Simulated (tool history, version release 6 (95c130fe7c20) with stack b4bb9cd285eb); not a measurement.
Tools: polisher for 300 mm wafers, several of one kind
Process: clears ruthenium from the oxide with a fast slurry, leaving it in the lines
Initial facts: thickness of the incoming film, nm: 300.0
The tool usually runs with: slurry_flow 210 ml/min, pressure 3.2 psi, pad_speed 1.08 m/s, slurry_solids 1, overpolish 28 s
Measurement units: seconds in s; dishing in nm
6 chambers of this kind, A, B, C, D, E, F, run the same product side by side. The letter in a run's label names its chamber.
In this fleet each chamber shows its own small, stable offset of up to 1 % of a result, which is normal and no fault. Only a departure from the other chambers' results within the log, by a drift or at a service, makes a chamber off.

run	hour	slurry_flow	pressure	pad_speed	slurry_solids	overpolish	seconds	dishing
# hour 1.6: chamber E: slurry blender recalibrated
1F	6.8	210	3.2	1.08	1	28	64.284	96.192
# hour 7.1: chamber F: slurry blender recalibrated
# hour 10.8: chamber D: worn pad replaced by a new one
2D	20	210	3.2	1.08	1	28	61.671	95.874
# hour 20.7: chamber C: worn pad replaced by a new one
3B	26.8	210	3.2	1.08	1	28	61.705	94.598
4C	33	210	3.2	1.08	1	28	61.423	94.883
5A	42.6	210	3.2	1.08	1	28	61.7	93.304
# hour 44.1: chamber A: worn pad replaced by a new one
6E	50.1	210	3.2	1.08	1	28	61.803	95.209
# hour 55.3: chamber E: worn pad replaced by a new one
7A	61.3	210	3.2	1.08	1	28	62.801	92.136
# hour 64.7: chamber C: slurry blender recalibrated
# hour 65.3: chamber F: worn pad replaced by a new one
8E	67.2	210	3.2	1.08	1	28	62.568	93.947
# hour 71.9: chamber A: slurry nozzle cleaned
9C	79	210	3.2	1.08	1	28	62.68	95.792
# hour 89.5: chamber D: worn pad replaced by a new one
10F	92	230	3.2	0.9	1	28	73.096	83.047
# hour 97.8: chamber B: worn pad replaced by a new one
11B	98.2	230	3.2	0.9	1	28	74.702	82.353
# hour 105.3: chamber E: slurry nozzle cleaned
# hour 110: chamber A: worn pad replaced by a new one
12D	110.1	230	3.2	0.9	1	28	74.668	82.888
13B	117	230	3.2	0.9	1	28	75.455	82.043
# hour 117.3: chamber B: slurry nozzle cleaned
14F	124.6	230	3.2	0.9	1	28	75.346	82.504
# hour 128.7: chamber D: slurry nozzle cleaned
# hour 128.9: chamber C: worn pad replaced by a new one
# hour 128.9: chamber F: slurry nozzle cleaned
# hour 132.1: chamber C: head pressure recalibrated
# hour 134: chamber E: slurry blender recalibrated
15D	136.8	230	3.2	0.9	1	28	74.146	79.802
# hour 138.1: chamber E: worn pad replaced by a new one
# hour 146.4: chamber C: slurry nozzle cleaned
16E	146.6	210	2.2	1.08	1	28	90.539	69.219
# hour 147.6: chamber F: worn pad replaced by a new one
17A	153.4	210	2.2	1.08	1	28	89.319	73.303
# hour 155.6: chamber F: slurry blender recalibrated
18C	159.6	210	2.2	1.08	1	28	90.685	70.765
# hour 160.9: chamber C: slurry blender recalibrated
19F	169.5	210	2.2	1.08	1	28	91.394	69.697
# hour 173.8: chamber A: slurry blender recalibrated
20D	177.3	210	2.2	1.08	1	28	91.235	69.725
# hour 177.7: chamber D: worn pad replaced by a new one
21B	183.6	210	2.2	1.08	1	28	90.272	70.918
# hour 189.9: chamber D: slurry blender recalibrated
22A	190.6	210	3.2	1.08	1	28	62.162	96.651
# hour 196.3: chamber A: worn pad replaced by a new one
# hour 199.9: chamber D: head pressure recalibrated
# hour 201.4: chamber B: slurry blender recalibrated
23C	202.3	210	3.2	1.08	1	28	62.266	96.597
# hour 203.3: chamber A: head pressure recalibrated
24E	213.9	210	3.2	1.08	1	28	62.869	95.35
# hour 214.4: chamber F: worn pad replaced by a new one
# hour 217.6: chamber E: worn pad replaced by a new one
# hour 219.3: chamber B: worn pad replaced by a new one
25A	222	210	3.2	1.08	1	28	62.762	98.795
26C	233	210	3.2	1.08	1	28	61.985	96.548
# hour 240.7: chamber C: worn pad replaced by a new one
27F	241.9	210	3.2	1.08	1	28	62.493	94.957
28D	250.5	210	3.2	1.08	1	28	62.665	93.873
# hour 257.9: chamber D: worn pad replaced by a new one
# hour 259.1: chamber E: slurry blender recalibrated
# hour 262: chamber C: slurry blender recalibrated
29B	262.4	210	3.2	0.92	1.25	28	66.123	90.021
30E	274.4	210	3.2	0.92	1.25	28	67.524	91.345
# hour 284.2: chamber A: worn pad replaced by a new one
31F	286.2	210	3.2	0.92	1.25	28	67.284	90.704
# hour 292.3: chamber A: slurry nozzle cleaned
# hour 293.3: chamber F: worn pad replaced by a new one
# hour 294.4: chamber F: slurry blender recalibrated
32B	296.4	210	3.2	0.92	1.25	28	65.481	89.536
# hour 300.3: chamber E: worn pad replaced by a new one
33D	307.2	210	3.2	0.92	1.25	28	66.298	90.419
34A	316.7	210	3.2	0.92	1.25	28	67.212	89.628
35C	324.6	210	3.2	1.08	1	28	61.044	94.133
# hour 327.4: chamber F: slurry nozzle cleaned
36E	330.7	170	3.2	1.08	1	28	65.208	94.543
37F	341.8	170	3.2	1.08	1	28	65.839	93.206
# hour 343.8: chamber C: worn pad replaced by a new one
38E	352.9	170	3.2	1.08	1	28	63.896	92.161
# hour 354.7: chamber A: worn pad replaced by a new one
# hour 356.8: chamber D: worn pad replaced by a new one
# hour 358.5: chamber C: slurry blender recalibrated
39A	363.6	170	3.2	1.08	1	28	63.895	95.791
40C	374	170	3.2	1.08	1	28	63.952	90.482
41D	384.2	170	3.2	1.08	1	28	64.503	94.875

Read the log: is a single chamber off, either drifting away or since a service, is the gauge that measures every chamber drifting, or is nothing wrong beyond small per-chamber offsets? Name any odd chamber and what most likely caused it.

No chamber stands off beyond its own small offset, and the gauge holds steady.

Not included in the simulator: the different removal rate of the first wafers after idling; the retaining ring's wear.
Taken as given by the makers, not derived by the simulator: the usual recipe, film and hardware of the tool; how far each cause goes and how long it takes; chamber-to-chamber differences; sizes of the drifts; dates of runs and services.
